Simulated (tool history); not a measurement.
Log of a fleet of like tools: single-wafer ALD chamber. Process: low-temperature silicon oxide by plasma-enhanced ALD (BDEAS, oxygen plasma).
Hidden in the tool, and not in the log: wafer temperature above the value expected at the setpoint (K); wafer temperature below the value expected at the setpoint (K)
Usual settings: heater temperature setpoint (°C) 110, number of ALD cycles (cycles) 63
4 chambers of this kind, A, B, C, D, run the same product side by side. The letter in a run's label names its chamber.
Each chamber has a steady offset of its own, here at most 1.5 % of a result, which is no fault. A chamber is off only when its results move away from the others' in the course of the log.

| run | day | heater temperature setpoint (°C) | number of ALD cycles (cycles) | hours since the last thermocouple change | read-back reference wafer on the same gauge, thickness_nm | mean film thickness on the monitor wafer (nm) |
|---|---|---|---|---|---|---|
| 1A | 0.175 | 110 | 63 | 73.5 | 10.196 | 8.8650 |
| 2D | 0.300 | 110 | 63 | 874.8 | 10.198 | 8.7444 |
| 3B | 0.496 | 110 | 63 | 535.5 | 10.200 | 8.8747 |
| 4C | 0.683 | 110 | 63 | 1240.6 | 10.201 | 8.8834 |
| 5B | 0.842 | 110 | 63 | 543.8 | 10.196 | 8.8805 |
| 6D | 0.975 | 110 | 63 | 891.0 | 10.197 | 8.7162 |
| 7A | 1.104 | 110 | 63 | 95.8 | 10.199 | 8.8497 |
| 8C | 1.333 | 110 | 63 | 1256.2 | 10.200 | 8.8660 |
| 9C | 1.521 | 110 | 63 | 1260.7 | 10.199 | 8.8502 |
| 10B | 1.633 | 110 | 63 | 562.8 | 10.202 | 8.8679 |
| 11A | 1.850 | 102 | 55 | 113.7 | 10.207 | 7.8202 |
| 12D | 1.996 | 102 | 55 | 915.5 | 10.195 | 7.7162 |
| 13D | 2.225 | 102 | 55 | 921.0 | 10.205 | 7.7419 |
| 14C | 2.392 | 102 | 55 | 1281.6 | 10.204 | 7.8474 |
| 15A | 2.504 | 98 | 72 | 129.4 | 10.203 | 10.3460 |
| 16B | 2.742 | 98 | 72 | 589.4 | 10.197 | 10.3720 |
| 17A | 2.933 | 98 | 72 | 139.7 | 10.201 | 10.3840 |
| 18D | 3.171 | 98 | 72 | 943.7 | 10.195 | 10.2600 |
| 19B | 3.417 | 110 | 63 | 605.6 | 10.200 | 8.8989 |
| 20C | 3.638 | 110 | 63 | 1311.5 | 10.194 | 8.8916 |
| 21A | 3.871 | 110 | 72 | 162.2 | 10.203 | 10.1070 |
| 22D | 3.996 | 110 | 72 | 963.5 | 10.198 | 9.9945 |
| 23C | 4.104 | 110 | 72 | 1322.7 | 10.197 | 10.1310 |
| 24B | 4.333 | 110 | 72 | 627.6 | 10.199 | 10.1490 |
| 25B | 4.550 | 110 | 63 | 632.8 | 10.202 | 8.8624 |
| 26D | 4.675 | 110 | 63 | 979.8 | 10.199 | 8.7081 |
| 27C | 4.867 | 110 | 63 | 1341.0 | 10.201 | 8.9009 |
| 28A | 5.042 | 110 | 63 | 190.3 | 10.199 | 8.8548 |

Next, every chamber runs the same settings. What will each give?
| 29A | 5.221 | 110 | 75 |  |  | ? |
| 29B | 5.221 | 110 | 75 |  |  | ? |
| 29C | 5.221 | 110 | 75 |  |  | ? |
| 29D | 5.221 | 110 | 75 |  |  | ? |

| run | mean film thickness on the monitor wafer (nm) |
|---|---|
| 29A | 10.5610 |
| 29B | 10.5480 |
| 29C | 10.5830 |
| 29D | 10.4110 |
